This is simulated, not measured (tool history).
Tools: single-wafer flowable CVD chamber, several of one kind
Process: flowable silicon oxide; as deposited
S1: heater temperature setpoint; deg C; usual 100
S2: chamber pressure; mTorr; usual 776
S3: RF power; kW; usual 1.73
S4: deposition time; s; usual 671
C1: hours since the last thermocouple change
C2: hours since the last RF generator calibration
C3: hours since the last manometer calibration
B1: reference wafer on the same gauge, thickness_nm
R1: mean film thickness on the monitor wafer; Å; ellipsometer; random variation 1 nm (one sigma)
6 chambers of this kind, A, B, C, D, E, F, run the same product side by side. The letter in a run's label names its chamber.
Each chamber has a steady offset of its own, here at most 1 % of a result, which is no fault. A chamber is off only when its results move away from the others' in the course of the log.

Run 1E, hour 16: usual settings; C1 559.8; C2 797; C3 1959.7; B1 333.98. Result: R1 3806.4 Å.
Run 2D, hour 29.6: usual settings; C1 1440.5; C2 795.2; C3 856.2; B1 334.01. Result: R1 3762.8 Å.
Run 3B, hour 45.9: usual settings; C1 803.6; C2 758.1; C3 2056; B1 333.97. Result: R1 3756.1 Å.
At hour 46.2: chamber E: capacitance manometer re-zeroed and calibrated.
Run 4C, hour 58: usual settings; C1 524.7; C2 98.4; C3 618.8; B1 333.96. Result: R1 3799.6 Å.
Run 5F, hour 71.6: usual settings but S2 835 mTorr; C1 2091.9; C2 922.1; C3 2139.3; B1 333.95. Result: R1 4178.6 Å.
Run 6A, hour 86.8: usual settings but S2 835 mTorr; C1 295.6; C2 504; C3 807.2; B1 334.04. Result: R1 4164.1 Å.
Run 7C, hour 96.7: usual settings but S2 835 mTorr; C1 563.4; C2 137.1; C3 657.5; B1 334. Result: R1 4189.8 Å.
At hour 102.4: chamber F: capacitance manometer re-zeroed and calibrated.
Run 8A, hour 107.6: usual settings but S2 835 mTorr; C1 316.4; C2 524.8; C3 828; B1 333.85. Result: R1 4166.3 Å.
Run 9E, hour 118.4: usual settings but S2 835 mTorr; C1 662.2; C2 899.4; C3 72.2; B1 334.1. Result: R1 4189.5 Å.
Run 10B, hour 129.6: usual settings but S2 835 mTorr; C1 887.3; C2 841.8; C3 2139.7; B1 333.93. Result: R1 4145 Å.
Run 11F, hour 142.5: usual settings; C1 2162.8; C2 993; C3 40.1; B1 333.89. Result: R1 3783.7 Å.
Run 12D, hour 155.9: usual settings; C1 1566.8; C2 921.5; C3 982.5; B1 333.9. Result: R1 3733.5 Å.
Run 13E, hour 164.4: usual settings; C1 708.2; C2 945.4; C3 118.2; B1 334.11. Result: R1 3823.4 Å.
Run 14D, hour 172.9: usual settings; C1 1583.8; C2 938.5; C3 999.5; B1 334.16. Result: R1 3753.2 Å.
Run 15F, hour 188.2: usual settings; C1 2208.5; C2 1038.7; C3 85.8; B1 334.02. Result: R1 3787.7 Å.
At hour 200.3: chamber F: thermocouple changed; heater temperature recalibrated.
Run 16C, hour 202.6: usual settings; C1 669.3; C2 243; C3 763.4; B1 334.03. Result: R1 3796.6 Å.
Run 17A, hour 213.1: usual settings; C1 421.9; C2 630.3; C3 933.5; B1 334.23. Result: R1 3787.4 Å.
Run 18B, hour 228.6: usual settings; C1 986.3; C2 940.8; C3 2238.7; B1 333.96. Result: R1 3774.4 Å.
Run 19F, hour 238.7: usual settings; C1 38.4; C2 1089.2; C3 136.3; B1 333.76. Result: R1 3801.3 Å.
Run 20C, hour 253: usual settings but S2 925 mTorr, S3 2.055 kW; C1 719.7; C2 293.4; C3 813.8; B1 334.11. Result: R1 4962.3 Å.
Run 21A, hour 261.4: usual settings but S2 925 mTorr, S3 2.055 kW; C1 470.2; C2 678.6; C3 981.8; B1 333.8. Result: R1 4923.8 Å.
Run 22B, hour 272.1: usual settings but S2 925 mTorr, S3 2.055 kW; C1 1029.8; C2 984.3; C3 2282.2; B1 333.89. Result: R1 4906 Å.
Run 23E, hour 281.4: usual settings but S2 925 mTorr, S3 2.055 kW; C1 825.2; C2 1062.4; C3 235.2; B1 334.18. Result: R1 4942 Å.
At hour 290.1: chamber D: RF generator calibrated.
Run 24D, hour 293.4: usual settings but S2 925 mTorr, S3 2.055 kW; C1 1704.3; C2 3.4; C3 1120; B1 334.05. Result: R1 4873.8 Å.
Run 25B, hour 307.8: usual settings but S2 925 mTorr, S3 2.055 kW; C1 1065.5; C2 1020; C3 2317.9; B1 333.97. Result: R1 4910.5 Å.
Run 26C, hour 317.5: usual settings; C1 784.2; C2 357.9; C3 878.3; B1 334.05. Result: R1 3799.4 Å.
Run 27A, hour 329.9: usual settings; C1 538.7; C2 747.1; C3 1050.3; B1 333.95. Result: R1 3785.7 Å.
Run 28D, hour 345: usual settings; C1 1755.9; C2 55; C3 1171.6; B1 334.06. Result: R1 3718 Å.
Run 29F, hour 357.7: usual settings; C1 157.4; C2 1208.2; C3 255.3; B1 333.9. Result: R1 3795.5 Å.
Run 30E, hour 370.7: usual settings; C1 914.5; C2 1151.7; C3 324.5; B1 333.88. Result: R1 3811.4 Å.
Run 31F, hour 380.6: usual settings; C1 180.3; C2 1231.1; C3 278.2; B1 333.86. Result: R1 3802.7 Å.
Run 32C, hour 394.1: usual settings; C1 860.8; C2 434.5; C3 954.9; B1 333.86. Result: R1 3803 Å.
At hour 405.6: chamber D: capacitance manometer re-zeroed and calibrated.
Run 33D, hour 408: usual settings; C1 1818.9; C2 118; C3 2.5; B1 333.88. Result: R1 3685.2 Å.
Run 34A, hour 417.6: usual settings; C1 626.4; C2 834.8; C3 1138; B1 333.83. Result: R1 3799.8 Å.
Run 35B, hour 430: usual settings; C1 1187.7; C2 1142.2; C3 2440.1; B1 334.29. Result: R1 3779.1 Å.
Run 36E, hour 445.9: usual settings; C1 989.7; C2 1226.9; C3 399.7; B1 333.94. Result: R1 3825.6 Å.

All 6 chambers run these settings next. Forecast each chamber's results:
Run 37A, hour 457.9: usual settings. Result: R1 ?.
Run 37B, hour 457.9: usual settings. Result: R1 ?.
Run 37C, hour 457.9: usual settings. Result: R1 ?.
Run 37D, hour 457.9: usual settings. Result: R1 ?.
Run 37E, hour 457.9: usual settings. Result: R1 ?.
Run 37F, hour 457.9: usual settings. Result: R1 ?.

run      R1
37A  3774.8
37B  3753.6
37C    3811
37D  3671.8
37E  3799.2
37F  3805.4
